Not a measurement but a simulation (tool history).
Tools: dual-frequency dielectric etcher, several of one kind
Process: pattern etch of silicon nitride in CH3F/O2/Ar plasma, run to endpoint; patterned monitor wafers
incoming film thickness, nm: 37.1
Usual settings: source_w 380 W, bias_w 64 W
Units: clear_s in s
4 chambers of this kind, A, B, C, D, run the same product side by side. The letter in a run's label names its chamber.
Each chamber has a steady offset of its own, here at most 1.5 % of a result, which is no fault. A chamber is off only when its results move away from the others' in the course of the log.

run   hour  source_w  bias_w  clear_s
 1D   11.2       380      64   56.333
 2C     22       380      64   57.499
 3A   36.7       380      64   56.127
 4B   44.5       380      64   57.081
 5D   55.3       380      64   56.905
 6A   69.8       380      64   56.259
 7C   83.3       340      59   61.627
      90.1  -- chamber A: wet clean of the chamber
      96.6  -- chamber D: wet clean of the chamber
 8B   96.7       340      59    61.18
 9B  112.5       340      59   61.033
10D  120.6       340      59   60.835
11C  128.5       380      64   57.821
12A  141.9       380      64   56.407
13A  154.6       380      64   56.545
     164.5  -- chamber B: source power generator calibrated
14B  166.4       290      49       69
15D  176.1       290      49   68.626
16C  184.8       290      49   69.817
17D  199.6       290      49   68.779
18A  215.2       380      64   56.367
     219.8  -- chamber B: wet clean of the chamber
19B  222.3       380      64   56.523
20C  231.2       470      64   52.758
21B  246.6       470      64   52.508
22D  256.6       470      64   52.312
23A  263.7       470      64   51.976
24C  271.1       380      64   57.863
25A    283       380      64   56.342
26B  295.4       380      64   57.068

All 4 chambers run these settings next. Forecast each chamber's results:
27A  306.8       380      64        ?
27B  306.8       380      64        ?
27C  306.8       380      64        ?
27D  306.8       380      64        ?

run  clear_s
27A   56.228
27B   56.961
27C   57.027
27D   56.743

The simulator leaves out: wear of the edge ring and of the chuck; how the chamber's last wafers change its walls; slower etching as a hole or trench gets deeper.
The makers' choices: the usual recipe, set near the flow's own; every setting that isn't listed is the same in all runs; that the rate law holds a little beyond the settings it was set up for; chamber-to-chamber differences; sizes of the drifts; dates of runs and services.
